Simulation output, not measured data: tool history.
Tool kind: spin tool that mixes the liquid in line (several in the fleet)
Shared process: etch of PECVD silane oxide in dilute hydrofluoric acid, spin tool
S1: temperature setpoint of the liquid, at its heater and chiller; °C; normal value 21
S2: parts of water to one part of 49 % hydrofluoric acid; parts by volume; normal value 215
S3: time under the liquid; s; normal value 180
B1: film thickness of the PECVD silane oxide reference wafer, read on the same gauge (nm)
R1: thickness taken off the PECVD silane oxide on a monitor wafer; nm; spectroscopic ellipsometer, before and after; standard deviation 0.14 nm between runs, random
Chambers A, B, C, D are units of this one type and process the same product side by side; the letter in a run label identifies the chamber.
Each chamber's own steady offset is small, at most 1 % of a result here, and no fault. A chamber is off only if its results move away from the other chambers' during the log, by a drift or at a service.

run   hour  S1   S2   S3      B1      R1
 1A    8.6  21  215  180  139.99  16.155
 2B   18.3  21  215  180  139.99  15.886
 3D   27.5  21  215  180  139.98  15.795
 4C   38.1  21  215  180  139.95  16.212
 5D   48.9  21  215  180  140.03  15.802
 6A   59.4  21  215  180  139.99  15.830
 7B   66.9  21  215  180  140.01  15.970
      75.0  -- chamber C: hydrofluoric acid flow meter replaced
 8C   77.6  21  215  180  140.01  16.029
 9B   84.2  24  215  225  140.03  22.001
10C   97.2  24  215  225  139.94  22.128
11A  110.1  24  215  225  140.01  22.572
12D  121.2  24  215  225  140.02  22.352
13B  131.9  21  215  180  140.02  16.004
14C  138.5  21  215  180  140.04  15.790
15A  150.3  21  215  180  139.99  15.785
16D  161.7  21  215  180  139.98  15.646
17A  171.6  21  215  180  139.97  16.062
18C  181.4  21  215  180  139.96  15.992
19D  190.7  21  215  180  139.98  15.454
20B  198.5  21  215  180  139.98  15.841
21A  211.4  21  215  180  139.97  15.953
22B  222.9  21  215  180  140.01  15.951
23C  232.2  21  215  180  140.02  15.775
24D  242.8  21  115  275  139.98  50.388
25C  253.7  21  115  275  140.00  48.948
     256.4  -- chamber A: thermometer replaced
26A  262.8  21  115  275  139.99  50.043
27D  271.3  21  115  275  140.02  51.824
28B  284.2  21  215  180  139.99  15.854
29D  295.3  21  215  180  139.93  16.494
30C  302.8  21  215  180  140.00  15.757
31B  308.8  21  215  180  139.99  15.619
32A  316.0  21  215  180  139.99  16.029
33B  328.4  21  215  180  139.99  15.837
34C  341.5  21  215  180  140.00  15.739
35D  353.1  21  215  180  139.99  17.055
36A  362.3  21  215  180  140.06  15.763
37C  371.0  21  215  180  140.02  15.492
38B  380.1  21  215  180  140.03  15.715
39A  393.0  21  215  180  139.96  16.123
40D  405.2  19  110  180  140.00  34.286
41A  413.0  19  110  180  140.01  31.912
42B  423.0  19  110  180  140.04  32.003
43C  430.9  19  110  180  140.01  31.229
44D  444.0  21  215  180  139.98  17.723

Each of the 4 chambers runs these same settings next. Fill in every chamber's results:
45A  453.4  21  215  285       ?
45B  453.4  21  215  285       ?
45C  453.4  21  215  285       ?
45D  453.4  21  215  285       ?

run      R1
45A  25.544
45B  25.348
45C  25.332
45D  28.055
